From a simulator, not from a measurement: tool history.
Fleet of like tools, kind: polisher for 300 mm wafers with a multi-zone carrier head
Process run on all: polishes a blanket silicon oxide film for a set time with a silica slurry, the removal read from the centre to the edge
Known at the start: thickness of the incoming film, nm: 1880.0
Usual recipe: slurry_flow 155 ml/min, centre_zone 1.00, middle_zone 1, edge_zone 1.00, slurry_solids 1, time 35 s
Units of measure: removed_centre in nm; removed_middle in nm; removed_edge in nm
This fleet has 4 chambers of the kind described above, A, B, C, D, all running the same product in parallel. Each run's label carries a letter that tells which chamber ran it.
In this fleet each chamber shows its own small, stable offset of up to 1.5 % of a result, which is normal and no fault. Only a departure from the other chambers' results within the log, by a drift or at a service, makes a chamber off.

| run | hour | slurry_flow | centre_zone | middle_zone | edge_zone | slurry_solids | time | wafers polished on this pad | hours since the slurry nozzle was cleaned | hours since the centre zone pressure was calibrated | hours since the edge zone pressure was calibrated | removed_centre | removed_middle | removed_edge |
|---|---|---|---|---|---|---|---|---|---|---|---|---|---|---|
| 1A | 5.4 | 155 | 1.00 | 1 | 1.00 | 1 | 35 | 332 | 461.7 | 198.9 | 765.2 | 86.558 | 86.746 | 85.182 |
| 2D | 12.2 | 155 | 1.00 | 1 | 1.00 | 1 | 35 | 285 | 82.9 | 63.7 | 1104.3 | 85.695 | 85.382 | 87.678 |
| 3C | 17.8 | 155 | 1.00 | 1 | 1.00 | 1 | 35 | 490 | 63.7 | 688.7 | 406.8 | 89.180 | 88.127 | 88.573 |
|  | 23.1 | chamber B: worn pad replaced by a new one |
| 4B | 24.6 | 155 | 1.00 | 1 | 1.00 | 1 | 35 | 22 | 367.9 | 530.3 | 181.1 | 86.989 | 86.020 | 87.159 |
| 5A | 28.0 | 155 | 1.00 | 1 | 1.00 | 1 | 35 | 663 | 484.3 | 221.5 | 787.8 | 88.464 | 88.646 | 86.831 |
| 6D | 33.2 | 155 | 1.00 | 1 | 1.00 | 1 | 35 | 592 | 103.9 | 84.7 | 1125.3 | 85.647 | 88.126 | 87.638 |
|  | 33.7 | chamber A: edge zone pressure recalibrated |
|  | 36.6 | chamber A: worn pad replaced by a new one |
| 7B | 36.6 | 155 | 1.00 | 1 | 1.00 | 1 | 35 | 198 | 379.9 | 542.3 | 193.1 | 85.617 | 85.319 | 87.305 |
|  | 36.8 | chamber D: worn pad replaced by a new one |
| 8C | 42.5 | 155 | 1.00 | 1 | 1.00 | 1 | 35 | 852 | 88.4 | 713.4 | 431.5 | 86.955 | 86.941 | 88.333 |
| 9D | 45.8 | 155 | 1.00 | 1 | 1.00 | 1 | 35 | 132 | 116.5 | 97.3 | 1137.9 | 86.914 | 88.727 | 89.227 |
| 10C | 50.6 | 155 | 1.00 | 1 | 1.00 | 1 | 30 | 970 | 96.5 | 721.5 | 439.6 | 74.988 | 75.482 | 73.998 |
|  | 53.2 | chamber C: worn pad replaced by a new one |
| 11A | 54.3 | 155 | 1.00 | 1 | 1.00 | 1 | 30 | 260 | 510.6 | 247.8 | 20.6 | 74.301 | 72.774 | 73.411 |
| 12B | 59.2 | 155 | 1.00 | 1 | 1.00 | 1 | 30 | 529 | 402.5 | 564.9 | 215.7 | 73.380 | 74.419 | 74.154 |
| 13B | 63.6 | 155 | 1.00 | 1 | 1.00 | 1 | 30 | 594 | 406.9 | 569.3 | 220.1 | 74.060 | 73.735 | 75.599 |
| 14A | 67.5 | 155 | 1.00 | 1 | 1.00 | 1 | 35 | 454 | 523.8 | 261.0 | 33.8 | 86.789 | 86.843 | 87.793 |
| 15D | 72.5 | 155 | 1.00 | 1 | 1.00 | 1 | 35 | 523 | 143.2 | 124.0 | 1164.6 | 86.642 | 85.486 | 87.224 |
| 16C | 76.2 | 155 | 1.00 | 1 | 1.00 | 1 | 35 | 338 | 122.1 | 747.1 | 465.2 | 86.474 | 86.930 | 87.252 |
| 17C | 79.8 | 155 | 1.00 | 1 | 1.00 | 1 | 35 | 391 | 125.7 | 750.7 | 468.8 | 87.780 | 84.508 | 85.817 |
| 18D | 84.3 | 155 | 1.00 | 1 | 1.00 | 1 | 35 | 696 | 155.0 | 135.8 | 1176.4 | 87.588 | 86.589 | 89.944 |
|  | 84.8 | chamber A: worn pad replaced by a new one |
|  | 87.3 | chamber D: worn pad replaced by a new one |
| 19A | 88.9 | 155 | 1.00 | 1 | 1.00 | 1 | 35 | 60 | 545.2 | 282.4 | 55.2 | 86.004 | 84.629 | 84.550 |
|  | 94.0 | chamber B: slurry nozzle cleaned |
| 20B | 94.3 | 155 | 1.00 | 1 | 1.00 | 1 | 35 | 1044 | 0.4 | 600.0 | 250.8 | 84.957 | 85.533 | 87.651 |
| 21C | 99.5 | 155 | 1.00 | 1 | 1.00 | 1 | 35 | 680 | 145.4 | 770.4 | 488.5 | 85.397 | 86.893 | 87.453 |
| 22B | 106.0 | 155 | 1.00 | 1 | 1.00 | 1 | 35 | 1215 | 12.1 | 611.7 | 262.5 | 85.075 | 85.598 | 87.002 |
| 23A | 111.2 | 155 | 1.05 | 1 | 0.93 | 1 | 35 | 386 | 567.5 | 304.7 | 77.5 | 91.211 | 85.635 | 83.235 |
|  | 114.9 | chamber B: worn pad replaced by a new one |
| 24D | 115.3 | 155 | 1.05 | 1 | 0.93 | 1 | 35 | 410 | 186.0 | 166.8 | 1207.4 | 90.697 | 87.731 | 83.683 |
| 25C | 119.1 | 155 | 1.05 | 1 | 0.93 | 1 | 35 | 967 | 165.0 | 790.0 | 508.1 | 93.729 | 86.995 | 83.534 |
| 26A | 123.4 | 155 | 1.05 | 1 | 0.93 | 1 | 35 | 565 | 579.7 | 316.9 | 89.7 | 91.369 | 83.535 | 83.524 |
|  | 124.1 | chamber C: centre zone pressure recalibrated |
| 27B | 128.1 | 155 | 1.00 | 1 | 1.00 | 1 | 35 | 194 | 34.2 | 633.8 | 284.6 | 84.190 | 84.499 | 90.534 |
| 28D | 131.3 | 155 | 1.00 | 1 | 1.00 | 1 | 35 | 645 | 202.0 | 182.8 | 1223.4 | 87.217 | 89.347 | 88.031 |
|  | 134.8 | chamber D: worn pad replaced by a new one |
|  | 136.8 | chamber C: worn pad replaced by a new one |
| 29B | 137.3 | 105 | 1.07 | 1 | 1.00 | 1 | 35 | 328 | 43.4 | 643.0 | 293.8 | 82.919 | 78.960 | 82.303 |
|  | 139.5 | chamber A: worn pad replaced by a new one |
| 30D | 141.6 | 105 | 1.07 | 1 | 1.00 | 1 | 35 | 100 | 212.3 | 193.1 | 1233.7 | 84.399 | 79.909 | 80.944 |
| 31A | 146.4 | 105 | 1.07 | 1 | 1.00 | 1 | 35 | 102 | 602.7 | 339.9 | 112.7 | 85.039 | 78.610 | 80.949 |
| 32C | 153.0 | 105 | 1.07 | 1 | 1.00 | 1 | 35 | 238 | 198.9 | 28.9 | 542.0 | 91.270 | 81.330 | 83.737 |
| 33A | 157.8 | 155 | 1.00 | 1 | 1.00 | 1 | 35 | 269 | 614.1 | 351.3 | 124.1 | 86.621 | 83.558 | 85.519 |
| 34C | 161.9 | 155 | 1.00 | 1 | 1.00 | 1 | 35 | 369 | 207.8 | 37.8 | 550.9 | 93.645 | 85.456 | 87.947 |
| 35D | 167.6 | 155 | 1.00 | 1 | 1.00 | 1 | 35 | 481 | 238.3 | 219.1 | 1259.7 | 86.158 | 87.294 | 87.835 |
| 36B | 173.9 | 155 | 1.00 | 1 | 1.00 | 1 | 28 | 865 | 80.0 | 679.6 | 330.4 | 68.785 | 71.413 | 70.453 |
| 37A | 177.8 | 155 | 1.00 | 1 | 1.00 | 1 | 28 | 562 | 634.1 | 371.3 | 144.1 | 69.323 | 70.880 | 68.539 |
|  | 179.6 | chamber D: worn pad replaced by a new one |
| 38D | 182.0 | 155 | 1.00 | 1 | 1.00 | 1 | 28 | 35 | 252.7 | 233.5 | 1274.1 | 68.801 | 70.891 | 69.600 |
| 39B | 186.0 | 155 | 1.00 | 1 | 1.00 | 1 | 28 | 1042 | 92.1 | 691.7 | 342.5 | 67.323 | 69.263 | 69.826 |
| 40C | 192.3 | 155 | 1.00 | 1 | 1.00 | 1 | 35 | 814 | 238.2 | 68.2 | 581.3 | 92.463 | 85.810 | 84.960 |

What goes on in this fleet: one chamber off, a drifting gauge, or nothing beyond the chambers' own small offsets? Name the chamber and the cause, if any.

A service left chamber C off against the others.
What lies behind it: centre zone's pressure above its setpoint, % = 6.19.

Chamber C could run next with any of the 4 candidate recipes listed below; each alters the usual settings, and their results appear as question marks. Which one brings its results back in line with what the other chambers deliver on the usual settings?
In-line tolerance around the mean of the other chambers on the usual settings: removed_centre 2.900 nm; removed_middle 4.500 nm; removed_edge 3.800 nm
| 41C-1 | 197.2 | 160 | 1.06 | 0.99 | 0.98 | 1 | 35 |  |  |  |  | ? | ? | ? |
| 41C-2 | 197.2 | 155 | 0.99 | 1.00 | 1.00 | 1 | 35 |  |  |  |  | ? | ? | ? |
| 41C-3 | 197.2 | 155 | 1.01 | 1.00 | 1.00 | 1 | 35 |  |  |  |  | ? | ? | ? |
| 41C-4 | 197.2 | 150 | 0.94 | 1.01 | 1.02 | 1 | 35 |  |  |  |  | ? | ? | ? |

On the usual settings, the other chambers give on average: removed_centre 86.298 nm; removed_middle 86.393 nm; removed_edge 87.298 nm
| run | removed_centre | removed_middle | removed_edge |
|---|---|---|---|
| 41C-1 | 100.300 | 86.640 | 86.888 |
| 41C-2 | 92.483 | 86.986 | 87.434 |
| 41C-3 | 94.534 | 86.975 | 87.433 |
| 41C-4 | 86.761 | 87.282 | 87.948 |
41C-4 puts the chamber back in line with the other chambers.

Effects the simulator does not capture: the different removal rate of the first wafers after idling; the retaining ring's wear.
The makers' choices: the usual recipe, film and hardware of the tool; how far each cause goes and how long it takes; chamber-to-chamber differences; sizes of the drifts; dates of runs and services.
